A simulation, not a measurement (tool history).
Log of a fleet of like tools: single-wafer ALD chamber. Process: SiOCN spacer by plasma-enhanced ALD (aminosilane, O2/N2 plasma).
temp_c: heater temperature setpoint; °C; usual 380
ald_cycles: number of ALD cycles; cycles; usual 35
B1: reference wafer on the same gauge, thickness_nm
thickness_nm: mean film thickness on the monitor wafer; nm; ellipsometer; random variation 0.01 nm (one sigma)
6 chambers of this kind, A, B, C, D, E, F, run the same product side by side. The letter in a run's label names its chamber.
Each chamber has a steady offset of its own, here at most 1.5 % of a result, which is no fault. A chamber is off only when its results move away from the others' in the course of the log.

run 1D hour=5.2 | temp_c=380 ald_cycles=35 | B1=2.1721 | thickness_nm=2.1017
run 2B hour=10.1 | temp_c=380 ald_cycles=35 | B1=2.1722 | thickness_nm=2.0951
run 3C hour=14.8 | temp_c=380 ald_cycles=35 | B1=2.1707 | thickness_nm=2.1114
run 4E hour=20.3 | temp_c=380 ald_cycles=35 | B1=2.1719 | thickness_nm=2.1078
run 5A hour=24.3 | temp_c=380 ald_cycles=35 | B1=2.1723 | thickness_nm=2.144
run 6F hour=30 | temp_c=380 ald_cycles=35 | B1=2.1723 | thickness_nm=2.1267
run 7E hour=36 | temp_c=373 ald_cycles=35 | B1=2.1709 | thickness_nm=2.1109
run 8B hour=41.5 | temp_c=373 ald_cycles=35 | B1=2.1686 | thickness_nm=2.0931
run 9D hour=45.4 | temp_c=373 ald_cycles=35 | B1=2.1699 | thickness_nm=2.1258
run 10C hour=50 | temp_c=373 ald_cycles=35 | B1=2.1684 | thickness_nm=2.1142
run 11F hour=55 | temp_c=373 ald_cycles=35 | B1=2.1692 | thickness_nm=2.1378
run 12A hour=58.4 | temp_c=373 ald_cycles=35 | B1=2.1739 | thickness_nm=2.1453
run 13A hour=61.2 | temp_c=380 ald_cycles=35 | B1=2.1692 | thickness_nm=2.1405
run 14F hour=66 | temp_c=380 ald_cycles=35 | B1=2.1721 | thickness_nm=2.1214
run 15E hour=69.1 | temp_c=380 ald_cycles=35 | B1=2.1699 | thickness_nm=2.1098
run 16D hour=75.1 | temp_c=380 ald_cycles=35 | B1=2.1688 | thickness_nm=2.1266
run 17B hour=80.8 | temp_c=380 ald_cycles=35 | B1=2.1698 | thickness_nm=2.0931
run 18C hour=86 | temp_c=380 ald_cycles=35 | B1=2.1683 | thickness_nm=2.1207
run 19D hour=88.9 | temp_c=380 ald_cycles=35 | B1=2.1722 | thickness_nm=2.1467
run 20A hour=94 | temp_c=380 ald_cycles=35 | B1=2.1721 | thickness_nm=2.1615
run 21C hour=98.5 | temp_c=392 ald_cycles=29 | B1=2.1701 | thickness_nm=1.7653
run 22E hour=101.4 | temp_c=392 ald_cycles=29 | B1=2.1727 | thickness_nm=1.7555
run 23F hour=106.5 | temp_c=392 ald_cycles=29 | B1=2.1691 | thickness_nm=1.76
run 24B hour=109.6 | temp_c=392 ald_cycles=29 | B1=2.1721 | thickness_nm=1.7175
run 25A hour=113.3 | temp_c=392 ald_cycles=29 | B1=2.169 | thickness_nm=1.7914
run 26C hour=119.2 | temp_c=392 ald_cycles=29 | B1=2.1717 | thickness_nm=1.7589
run 27D hour=122.4 | temp_c=380 ald_cycles=35 | B1=2.1698 | thickness_nm=2.1292
run 28B hour=127.5 | temp_c=380 ald_cycles=35 | B1=2.1683 | thickness_nm=2.1046
run 29F hour=132.1 | temp_c=380 ald_cycles=35 | B1=2.1685 | thickness_nm=2.1408
run 30E hour=137.4 | temp_c=380 ald_cycles=35 | B1=2.1697 | thickness_nm=2.0959
run 31A hour=141.2 | temp_c=380 ald_cycles=35 | B1=2.1687 | thickness_nm=2.1487
run 32E hour=146.2 | temp_c=380 ald_cycles=35 | B1=2.1694 | thickness_nm=2.1139
run 33D hour=150.4 | temp_c=380 ald_cycles=35 | B1=2.1699 | thickness_nm=2.1279
run 34B hour=153.8 | temp_c=380 ald_cycles=35 | B1=2.1694 | thickness_nm=2.0986
run 35F hour=157.6 | temp_c=380 ald_cycles=35 | B1=2.1706 | thickness_nm=2.1097
run 36C hour=163 | temp_c=380 ald_cycles=35 | B1=2.1714 | thickness_nm=2.1209
run 37A hour=167.6 | temp_c=380 ald_cycles=35 | B1=2.171 | thickness_nm=2.1401
run 38E hour=171.9 | temp_c=380 ald_cycles=35 | B1=2.1711 | thickness_nm=2.1078
run 39F hour=175.2 | temp_c=380 ald_cycles=35 | B1=2.1716 | thickness_nm=2.107
run 40C hour=179.8 | temp_c=380 ald_cycles=35 | B1=2.1697 | thickness_nm=2.1358

All 6 chambers run these settings next. Forecast each chamber's results:
run 41A hour=184.2 | temp_c=380 ald_cycles=38 | thickness_nm=?
run 41B hour=184.2 | temp_c=380 ald_cycles=38 | thickness_nm=?
run 41C hour=184.2 | temp_c=380 ald_cycles=38 | thickness_nm=?
run 41D hour=184.2 | temp_c=380 ald_cycles=38 | thickness_nm=?
run 41E hour=184.2 | temp_c=380 ald_cycles=38 | thickness_nm=?
run 41F hour=184.2 | temp_c=380 ald_cycles=38 | thickness_nm=?

run=41A thickness_nm=2.3404
run=41B thickness_nm=2.2856
run=41C thickness_nm=2.2839
run=41D thickness_nm=2.3239
run=41E thickness_nm=2.2992
run=41F thickness_nm=2.3054
